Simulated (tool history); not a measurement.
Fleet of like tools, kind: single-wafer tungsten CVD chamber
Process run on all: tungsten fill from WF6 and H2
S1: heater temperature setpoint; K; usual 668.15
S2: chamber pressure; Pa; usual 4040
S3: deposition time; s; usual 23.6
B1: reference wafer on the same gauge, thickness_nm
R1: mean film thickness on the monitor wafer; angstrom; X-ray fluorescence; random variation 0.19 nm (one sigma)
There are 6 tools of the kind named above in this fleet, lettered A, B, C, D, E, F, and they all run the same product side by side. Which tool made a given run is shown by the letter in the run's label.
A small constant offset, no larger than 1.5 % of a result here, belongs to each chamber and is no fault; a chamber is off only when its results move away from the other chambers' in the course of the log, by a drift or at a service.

run	hour	S1	S2	S3	B1	R1
1D	8.9	668.15	4040	23.6	58.709	623.71
2E	18.1	668.15	4040	23.6	58.692	627.91
# hour 19.6: chamber F: thermocouple changed; heater temperature recalibrated
3A	29.5	668.15	4040	23.6	58.668	630.18
4B	39.4	668.15	4040	23.6	58.699	628.26
5C	47.7	668.15	4040	23.6	58.702	625.61
6F	56.3	668.15	4040	23.6	58.692	637.10
7D	67.8	680.15	4040	23.6	58.677	780.68
8E	77.1	680.15	4040	23.6	58.689	777.55
9C	83.5	680.15	4040	23.6	58.736	778.64
10B	97.2	680.15	4040	23.6	58.716	780.63
11F	107.0	680.15	4040	23.6	58.740	786.11
12A	116.7	680.15	4040	23.6	58.694	783.44
# hour 129.3: chamber C: capacitance manometer re-zeroed and calibrated
13C	130.3	668.15	4040	23.6	58.691	624.77
# hour 134.4: chamber D: thermocouple changed; heater temperature recalibrated
# hour 141.9: chamber F: capacitance manometer re-zeroed and calibrated
14D	142.3	668.15	4040	23.6	58.688	608.92
15F	148.8	668.15	4040	20.9	58.738	563.54
16B	156.2	668.15	4040	20.9	58.686	555.51
17A	163.3	668.15	4040	20.9	58.740	557.70
18E	176.7	668.15	4040	20.9	58.684	559.89
19A	189.5	668.15	4040	20.9	58.687	558.64
20D	201.0	668.15	4040	20.9	58.720	539.22
21F	214.6	668.15	4040	23.6	58.675	634.86
22E	223.8	668.15	4040	23.6	58.731	628.21
23C	232.5	668.15	4040	23.6	58.687	625.40
24B	243.2	668.15	4040	23.6	58.720	626.36
25D	254.8	668.15	4040	23.6	58.707	609.26
26C	266.5	668.15	4040	23.6	58.690	626.53
27B	277.9	661.15	3146	23.6	58.737	487.64
28A	289.8	661.15	3146	23.6	58.648	483.98
29E	303.9	661.15	3146	23.6	58.712	488.04
30F	312.2	661.15	3146	23.6	58.687	490.10
31A	321.9	661.15	3146	23.6	58.670	483.32
32F	333.4	661.15	3146	23.6	58.733	492.92
33C	344.5	668.15	4040	23.6	58.724	627.51
34E	356.7	668.15	4040	23.6	58.663	629.68
35D	367.9	668.15	4626	19.0	58.685	521.02
36B	381.5	668.15	4626	19.0	58.738	539.02
37C	390.3	668.15	4626	19.0	58.708	538.43
38D	398.1	668.15	4626	19.0	58.655	518.05
39E	407.4	668.15	4626	19.0	58.701	539.84
40F	420.3	668.15	4626	19.0	58.669	549.39
41A	428.0	668.15	4040	23.6	58.717	629.22

Each of the 6 chambers runs these same settings next. Fill in every chamber's results:
42A	438.3	668.15	4040	23.6		?
42B	438.3	668.15	4040	23.6		?
42C	438.3	668.15	4040	23.6		?
42D	438.3	668.15	4040	23.6		?
42E	438.3	668.15	4040	23.6		?
42F	438.3	668.15	4040	23.6		?

run	R1
42A	625.95
42B	628.76
42C	626.40
42D	610.40
42E	630.47
42F	633.60
